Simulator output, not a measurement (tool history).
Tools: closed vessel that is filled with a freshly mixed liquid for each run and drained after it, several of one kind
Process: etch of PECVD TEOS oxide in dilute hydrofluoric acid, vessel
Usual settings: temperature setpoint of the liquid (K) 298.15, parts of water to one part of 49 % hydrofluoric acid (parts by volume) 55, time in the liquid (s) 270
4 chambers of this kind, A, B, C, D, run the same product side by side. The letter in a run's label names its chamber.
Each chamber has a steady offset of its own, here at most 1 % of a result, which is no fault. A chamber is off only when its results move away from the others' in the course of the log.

run,hour,temperature setpoint of the liquid (K),parts of water to one part of 49 % hydrofluoric acid (parts by volume),time in the liquid (s),hours since the thermometer was replaced,hours since the hydrofluoric acid flow meter was replaced,"read-back film thickness of the PECVD TEOS oxide reference wafer, read on the same gauge (nm)",thickness taken off the PECVD TEOS oxide on a monitor wafer (Å)
1C,12.1,298.15,55,270,815.3,389.5,79.973,463.73
2B,24.9,298.15,55,270,1648.3,1162.1,79.952,458.42
3D,36.9,298.15,55,270,880.6,602.8,80.005,474.69
4A,50.8,298.15,55,270,595.5,1073.3,79.975,468.28
5A,66.2,298.15,55,270,610.9,1088.7,79.991,459.35
# hour 75.8: chamber D: hydrofluoric acid flow meter replaced
6B,80.1,298.15,55,270,1703.5,1217.3,79.963,467.03
7C,88.6,298.15,55,270,891.8,466.0,79.979,467.33
# hour 97.6: chamber B: thermometer replaced
8D,98.9,298.15,55,270,942.6,23.1,80.000,472.04
9C,113.5,298.15,55,270,916.7,490.9,79.985,471.71
10B,128.0,298.15,55,270,30.5,1265.2,79.978,468.60
11D,142.6,302.65,55,220,986.3,66.8,79.990,458.85
12A,153.8,302.65,55,220,698.5,1176.3,80.006,446.89
13C,161.7,302.65,55,220,964.9,539.1,79.995,456.10
14B,174.0,302.65,55,220,76.5,1311.2,79.949,448.99
15A,184.2,298.15,55,270,728.9,1206.7,79.992,462.28
16D,193.4,293.65,55,160,1037.1,117.6,79.983,228.39
17D,206.5,293.65,55,160,1050.2,130.7,79.974,227.75
18B,223.2,293.65,55,160,125.7,1360.4,79.996,226.83
19C,232.8,293.65,55,160,1036.0,610.2,79.998,231.40
20A,242.7,298.15,55,270,787.4,1265.2,79.964,453.90
21A,252.2,301.65,55,115,796.9,1274.7,79.990,225.92
22C,260.7,301.65,55,115,1063.9,638.1,79.981,230.96
23B,276.3,301.65,55,115,178.8,1413.5,80.030,227.97
24D,286.1,301.65,55,115,1129.8,210.3,80.023,228.92
25D,301.0,298.15,35,270,1144.7,225.2,80.007,766.22
26B,316.0,298.15,35,270,218.5,1453.2,80.026,741.22
27A,329.9,298.15,35,270,874.6,1352.4,80.023,739.46
28C,337.9,298.15,35,270,1141.1,715.3,79.970,735.47
29A,349.3,298.15,55,270,894.0,1371.8,79.993,466.52
30D,363.2,298.15,55,270,1206.9,287.4,80.009,464.13
31B,371.3,298.15,55,270,273.8,1508.5,80.026,463.27
32C,379.2,298.15,55,270,1182.4,756.6,80.019,468.54

Is one chamber off against the others, does the gauge drift, or is nothing wrong? If a chamber is off, say which, and what the likeliest cause is.

No chamber stands off beyond its own small offset, and the gauge holds steady.
